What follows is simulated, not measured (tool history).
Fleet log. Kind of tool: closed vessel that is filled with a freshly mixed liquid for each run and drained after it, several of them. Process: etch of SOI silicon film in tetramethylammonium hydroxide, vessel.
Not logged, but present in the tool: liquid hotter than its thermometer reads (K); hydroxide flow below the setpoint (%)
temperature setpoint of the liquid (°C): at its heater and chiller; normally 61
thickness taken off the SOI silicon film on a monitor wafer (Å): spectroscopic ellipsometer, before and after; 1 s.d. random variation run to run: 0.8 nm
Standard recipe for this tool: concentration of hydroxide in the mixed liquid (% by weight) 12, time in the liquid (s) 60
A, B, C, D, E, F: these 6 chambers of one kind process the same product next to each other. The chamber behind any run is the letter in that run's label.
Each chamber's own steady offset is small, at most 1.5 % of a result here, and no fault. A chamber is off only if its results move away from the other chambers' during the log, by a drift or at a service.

run	day	temperature setpoint of the liquid (°C)	concentration of hydroxide in the mixed liquid (% by weight)	time in the liquid (s)	hours since the thermometer was replaced	hours since the hydroxide flow meter was replaced	read-back film thickness of the SOI silicon film reference wafer, read on the same gauge (nm)	thickness taken off the SOI silicon film on a monitor wafer (Å)
1B	0.283	61	12	60	127.5	768.6	39.973	2334.8
2C	0.558	61	12	60	210.1	909.7	39.995	2356.1
3F	0.838	61	12	60	1818.8	439.3	39.980	2321.7
4E	1.121	61	12	60	1099.4	116.5	40.013	2332.4
5A	1.483	61	12	60	1040.8	182.8	39.994	2351.8
6D	1.788	61	12	60	857.7	1497.7	39.999	2325.1
7F	2.071	61	12	60	1848.4	468.9	39.988	2319.1
8A	2.417	61	12	60	1063.2	205.2	40.004	2350.2
9D	2.662	61	12	60	878.7	1518.7	39.990	2312.6
10B	2.958	61	12	60	191.7	832.8	39.977	2316.2
11E	3.175	61	12	60	1148.7	165.8	39.993	2346.8
12C	3.475	61	12	60	280.1	979.7	40.029	2332.6
13E	3.688	61	12	45	1161.0	178.1	39.987	1751.0
# day 3.854: chamber F: thermometer replaced
14B	4.012	61	12	45	217.0	858.1	40.029	1750.6
15A	4.408	61	12	45	1111.0	253.0	40.023	1764.2
# day 4.417: chamber E: thermometer replaced
16D	4.712	61	12	45	927.9	1567.9	40.006	1737.5
17F	5.075	61	12	45	29.4	541.0	39.998	1728.2
18C	5.388	61	12	45	326.0	1025.6	40.028	1760.3
19B	5.642	61	12	60	256.1	897.2	39.997	2328.1
20D	5.938	61	13	60	957.3	1597.3	40.019	2248.6
21C	6.125	61	13	60	343.7	1043.3	40.017	2258.6
22F	6.504	61	13	60	63.7	575.3	39.991	2231.8
23A	6.800	61	13	60	1168.4	310.4	40.018	2273.0
24E	7.088	61	13	60	64.1	259.7	40.002	2254.9
25E	7.312	61	13	60	69.5	265.1	39.994	2257.9
26A	7.679	61	12	60	1189.5	331.5	40.032	2355.5
27F	7.925	61	12	60	97.8	609.4	40.016	2323.2
28B	8.308	61	12	60	320.1	961.2	40.001	2341.7
29C	8.583	61	12	60	402.7	1102.3	40.009	2344.9
30D	8.829	61	12	60	1026.7	1666.7	39.989	2317.6
31B	9.033	61	12	60	337.5	978.6	39.996	2332.8
32C	9.267	61	12	60	419.1	1118.7	39.989	2358.2
33D	9.458	61	12	60	1041.8	1681.8	40.002	2315.5
34F	9.692	61	12	60	140.2	651.8	40.039	2314.8
35A	9.921	61	12	60	1243.3	385.3	39.971	2349.3
36E	10.104	61	12	60	136.5	332.1	39.990	2365.5
37E	10.312	61	12	60	141.5	337.1	40.017	2341.6

Is one chamber off against the others, does the gauge drift, or is nothing wrong? If a chamber is off, say which, and what the likeliest cause is.

The fleet is healthy, with each chamber sitting at its usual small offset and no drift in the gauge.
